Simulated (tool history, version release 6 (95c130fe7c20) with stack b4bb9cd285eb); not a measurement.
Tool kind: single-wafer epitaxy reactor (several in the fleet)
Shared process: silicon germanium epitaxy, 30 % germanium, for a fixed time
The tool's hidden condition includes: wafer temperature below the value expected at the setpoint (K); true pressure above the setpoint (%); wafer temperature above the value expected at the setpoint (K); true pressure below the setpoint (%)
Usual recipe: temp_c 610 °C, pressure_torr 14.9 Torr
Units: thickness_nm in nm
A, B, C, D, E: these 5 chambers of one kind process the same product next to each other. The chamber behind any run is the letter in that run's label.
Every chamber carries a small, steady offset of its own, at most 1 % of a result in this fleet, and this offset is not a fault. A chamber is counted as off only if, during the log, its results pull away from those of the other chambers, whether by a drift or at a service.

run   hour  temp_c  pressure_torr  hours since the last pyrometer calibration  hours since the last manometer calibration  read-back reference wafer on the same gauge, thickness_nm  thickness_nm
 1D    8.4     610           14.9                                       513.6                                       409.8                                                      74.92        63.159
 2C   18.8     610           14.9                                        1312                                      1398.3                                                      74.93        62.783
 3B   24.1     610           14.9                                       620.8                                      1281.7                                                     74.936        62.715
 4E   35.2     610           14.9                                      1423.5                                      1219.4                                                     74.931          62.9
 5A     41     610           14.9                                      1731.1                                       617.3                                                     74.952         62.94
 6D     49     610           14.9                                       554.2                                       450.4                                                     74.947        63.292
      52.6  -- chamber C: capacitance manometer re-zeroed and calibrated
 7B     60     596           11.7                                       656.7                                      1317.6                                                     74.972        44.445
 8E   68.3     596           11.7                                      1456.6                                      1252.5                                                      74.96        44.294
 9A   74.7     596           11.7                                      1764.8                                         651                                                     74.967        44.468
10C   85.9     596           11.7                                      1379.1                                        33.4                                                     75.008        44.394
11A     95     596           11.7                                      1785.1                                       671.3                                                     74.998        44.554
12C  103.5     610           14.9                                      1396.7                                          51                                                     75.027        62.776
13E  110.1     610           14.9                                      1498.4                                      1294.3                                                     75.015        62.913
14D  120.6     610           14.9                                       625.8                                         522                                                     75.037        63.468
15B  132.2     610           14.9                                       728.9                                      1389.8                                                     75.063        62.674
16E  142.8     610           14.9                                      1531.1                                        1327                                                     75.071        62.978
17D  148.1     610           14.9                                       653.3                                       549.5                                                      75.07        63.311
18C  156.7     610           14.9                                      1449.9                                       104.2                                                     75.084        62.782
19A  164.9     610           14.9                                        1855                                       741.2                                                     75.089         63.01
20B  173.8     610           14.9                                       770.5                                      1431.4                                                     75.101        62.944
21E  180.7     610           14.9                                        1569                                      1364.9                                                     75.101        62.811
22D  190.7     610             17                                       695.9                                       592.1                                                     75.092        66.824
23C  198.2     610             17                                      1491.4                                       145.7                                                     75.134        66.256
24A  209.1     610             17                                      1899.2                                       785.4                                                     75.141         66.43
25B  218.1     610             17                                       814.8                                      1475.7                                                     75.151        66.102
26A  228.3     610             17                                      1918.4                                       804.6                                                      75.17        66.421
     233.9  -- chamber C: pyrometer calibrated
27C  239.6     610           14.9                                         5.8                                       187.1                                                     75.137        62.858
28D  247.4     610           14.9                                       752.6                                       648.8                                                     75.174        63.501
29E  255.7     610           14.9                                        1644                                      1439.9                                                     75.172        63.043
     261.4  -- chamber E: pyrometer calibrated
30B  262.4     615           14.9                                       859.1                                        1520                                                      75.22         68.59
31C  271.5     615           14.9                                        37.7                                         219                                                     75.224        68.772
32D  276.6     615           14.9                                       781.8                                         678                                                     75.206        69.347
33E  282.9     615           14.9                                        21.6                                      1467.1                                                     75.235        68.811

All chambers now run identical settings, listed one chamber a line with results as question marks. What results will each chamber show?
34A  291.3     610           14.9                                                                                                                                                                ?
34B  291.3     610           14.9                                                                                                                                                                ?
34C  291.3     610           14.9                                                                                                                                                                ?
34D  291.3     610           14.9                                                                                                                                                                ?
34E  291.3     610           14.9                                                                                                                                                                ?

run  thickness_nm
34A        63.207
34B        62.852
34C        63.022
34D        63.475
34E        63.018

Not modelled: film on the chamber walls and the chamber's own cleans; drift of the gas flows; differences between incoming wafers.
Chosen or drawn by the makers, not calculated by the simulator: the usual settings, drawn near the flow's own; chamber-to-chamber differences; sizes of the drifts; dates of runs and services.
